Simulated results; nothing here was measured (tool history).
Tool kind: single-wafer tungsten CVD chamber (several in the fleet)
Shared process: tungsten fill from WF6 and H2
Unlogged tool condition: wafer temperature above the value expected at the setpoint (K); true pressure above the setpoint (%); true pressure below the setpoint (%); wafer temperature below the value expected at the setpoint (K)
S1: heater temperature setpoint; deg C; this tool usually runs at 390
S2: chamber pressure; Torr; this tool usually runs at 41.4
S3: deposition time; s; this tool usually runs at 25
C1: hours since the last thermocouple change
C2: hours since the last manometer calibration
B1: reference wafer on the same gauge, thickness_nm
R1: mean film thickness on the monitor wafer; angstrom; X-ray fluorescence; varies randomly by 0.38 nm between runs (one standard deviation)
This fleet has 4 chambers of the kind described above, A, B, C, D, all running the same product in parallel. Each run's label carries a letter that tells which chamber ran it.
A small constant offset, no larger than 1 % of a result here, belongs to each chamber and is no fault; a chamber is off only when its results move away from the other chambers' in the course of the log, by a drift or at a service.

run 1C day=0.667 | S1=390 S2=41.4 S3=25 | C1=896.8 C2=214.6 | B1=82.435 | R1=698.03
run 2B day=1.038 | S1=390 S2=41.4 S3=25 | C1=91.8 C2=920.4 | B1=82.512 | R1=694.42
run 3D day=1.708 | S1=390 S2=41.4 S3=25 | C1=1109.4 C2=1041.8 | B1=82.45 | R1=702.69
run 4A day=2.371 | S1=390 S2=41.4 S3=25 | C1=983.2 C2=870.5 | B1=82.681 | R1=701.81
run 5D day=2.712 | S1=390 S2=38.1 S3=25 | C1=1133.5 C2=1065.9 | B1=82.621 | R1=672.99
run 6B day=3.125 | S1=390 S2=38.1 S3=25 | C1=141.9 C2=970.5 | B1=82.513 | R1=675.49
run 7C day=3.433 | S1=390 S2=38.1 S3=25 | C1=963.2 C2=281 | B1=82.466 | R1=666.55
run 8A day=3.946 | S1=390 S2=38.1 S3=25 | C1=1021 C2=908.3 | B1=82.501 | R1=677.26
run 9D day=4.238 | S1=390 S2=41.4 S3=28.4 | C1=1170.1 C2=1102.5 | B1=82.558 | R1=797.37
run 10A day=4.846 | S1=390 S2=41.4 S3=28.4 | C1=1042.6 C2=929.9 | B1=82.407 | R1=795.02
-- day=4.95 chamber B: capacitance manometer re-zeroed and calibrated
run 11B day=5.454 | S1=390 S2=41.4 S3=28.4 | C1=197.8 C2=12.2 | B1=82.487 | R1=801.45
run 12C day=6.067 | S1=390 S2=41.4 S3=28.4 | C1=1026.4 C2=344.2 | B1=82.423 | R1=788.86
run 13C day=6.592 | S1=390 S2=41.4 S3=25 | C1=1039 C2=356.8 | B1=82.578 | R1=693.79
run 14B day=6.988 | S1=390 S2=41.4 S3=25 | C1=234.6 C2=49 | B1=82.463 | R1=704.21
run 15D day=7.438 | S1=390 S2=41.4 S3=25 | C1=1246.9 C2=1179.3 | B1=82.374 | R1=703.8
run 16A day=7.854 | S1=390 S2=41.4 S3=25 | C1=1114.8 C2=1002.1 | B1=82.46 | R1=700
run 17C day=8.35 | S1=390 S2=41.4 S3=25 | C1=1081.2 C2=399 | B1=82.58 | R1=687.74
run 18D day=8.792 | S1=390 S2=41.4 S3=25 | C1=1279.4 C2=1211.8 | B1=82.52 | R1=707.31
run 19B day=9.167 | S1=390 S2=41.4 S3=25 | C1=286.9 C2=101.3 | B1=82.477 | R1=702.85
run 20A day=9.758 | S1=390 S2=41.4 S3=25 | C1=1160.5 C2=1047.8 | B1=82.454 | R1=698.05
run 21B day=10.333 | S1=390 S2=41.4 S3=25 | C1=314.9 C2=129.3 | B1=82.587 | R1=699.32
run 22D day=10.983 | S1=390 S2=41.4 S3=25 | C1=1332 C2=1264.4 | B1=82.426 | R1=707.87
run 23C day=11.304 | S1=390 S2=41.4 S3=25 | C1=1152.1 C2=469.9 | B1=82.47 | R1=692.46
run 24A day=11.833 | S1=390 S2=41.4 S3=25 | C1=1210.3 C2=1097.6 | B1=82.556 | R1=704.11
run 25B day=12.321 | S1=390 S2=41.4 S3=25 | C1=362.6 C2=177 | B1=82.415 | R1=706.08
run 26A day=12.633 | S1=390 S2=41.4 S3=25 | C1=1229.5 C2=1116.8 | B1=82.534 | R1=694.12
run 27C day=13.104 | S1=390 S2=41.4 S3=25 | C1=1195.3 C2=513.1 | B1=82.395 | R1=686.53
run 28D day=13.654 | S1=390 S2=41.4 S3=25 | C1=1396.1 C2=1328.5 | B1=82.567 | R1=705.99
run 29B day=14.008 | S1=390 S2=49.5 S3=22.1 | C1=403.1 C2=217.5 | B1=82.626 | R1=670.98
run 30C day=14.679 | S1=390 S2=49.5 S3=22.1 | C1=1233.1 C2=550.9 | B1=82.537 | R1=652.55
-- day=14.683 chamber D: capacitance manometer re-zeroed and calibrated
run 31D day=15.138 | S1=390 S2=49.5 S3=22.1 | C1=1431.7 C2=10.9 | B1=82.493 | R1=670.15
run 32A day=15.7 | S1=390 S2=49.5 S3=22.1 | C1=1303.1 C2=1190.4 | B1=82.527 | R1=668.41
run 33A day=16.038 | S1=390 S2=41.4 S3=25 | C1=1311.2 C2=1198.5 | B1=82.509 | R1=694.81
run 34D day=16.583 | S1=390 S2=41.4 S3=25 | C1=1466.4 C2=45.6 | B1=82.595 | R1=704.44
run 35B day=17.054 | S1=390 S2=41.4 S3=25 | C1=476.2 C2=290.6 | B1=82.505 | R1=691.4
run 36C day=17.65 | S1=390 S2=41.4 S3=25 | C1=1304.4 C2=622.2 | B1=82.528 | R1=671.91
run 37D day=18.15 | S1=390 S2=41.4 S3=25 | C1=1504 C2=83.2 | B1=82.532 | R1=701.88
run 38C day=18.462 | S1=390 S2=41.4 S3=25 | C1=1323.9 C2=641.7 | B1=82.556 | R1=673.78
run 39B day=19.083 | S1=390 S2=32.3 S3=22.7 | C1=524.9 C2=339.3 | B1=82.417 | R1=558.49
run 40A day=19.717 | S1=390 S2=32.3 S3=22.7 | C1=1399.5 C2=1286.8 | B1=82.402 | R1=574.54
run 41C day=20.167 | S1=390 S2=32.3 S3=22.7 | C1=1364.8 C2=682.6 | B1=82.531 | R1=537.89
run 42A day=20.462 | S1=390 S2=32.3 S3=22.7 | C1=1417.4 C2=1304.7 | B1=82.56 | R1=566.32
run 43B day=20.942 | S1=390 S2=41.4 S3=25 | C1=569.5 C2=383.9 | B1=82.402 | R1=703.41

Has any chamber moved away from the others, gradually or after a service, or does the common gauge drift, or do the chambers differ only by their own small steady offsets? State the chamber and the most likely cause if one applies.

It is chamber C that slowly wanders off from its peers.
Most likely cause: wafer temperature below the value expected at the setpoint (K) = 1.84.
The log may not tell that from: true pressure below the setpoint (%).

Which of the 4 candidates below, each the usual settings with something changed and its results left as question marks, puts chamber C back in line with what the other chambers give on the usual settings?
In line here means within this much of the mean the other chambers give on the usual settings: R1 13 angstrom
run 44C-1 day=21.429 | S1=390 S2=40.3 S3=25 | R1=?
run 44C-2 day=21.429 | S1=388 S2=41.4 S3=25 | R1=?
run 44C-3 day=21.429 | S1=390 S2=45.4 S3=25 | R1=?
run 44C-4 day=21.429 | S1=390 S2=41.5 S3=25.1 | R1=?

Other chambers, usual settings, mean: R1 701.18 angstrom
run=44C-1 R1=663.13
run=44C-2 R1=645.24
run=44C-3 R1=700.47
run=44C-4 R1=674.89
The right change is 44C-3: it brings the chamber back within the allowed miss of the others.
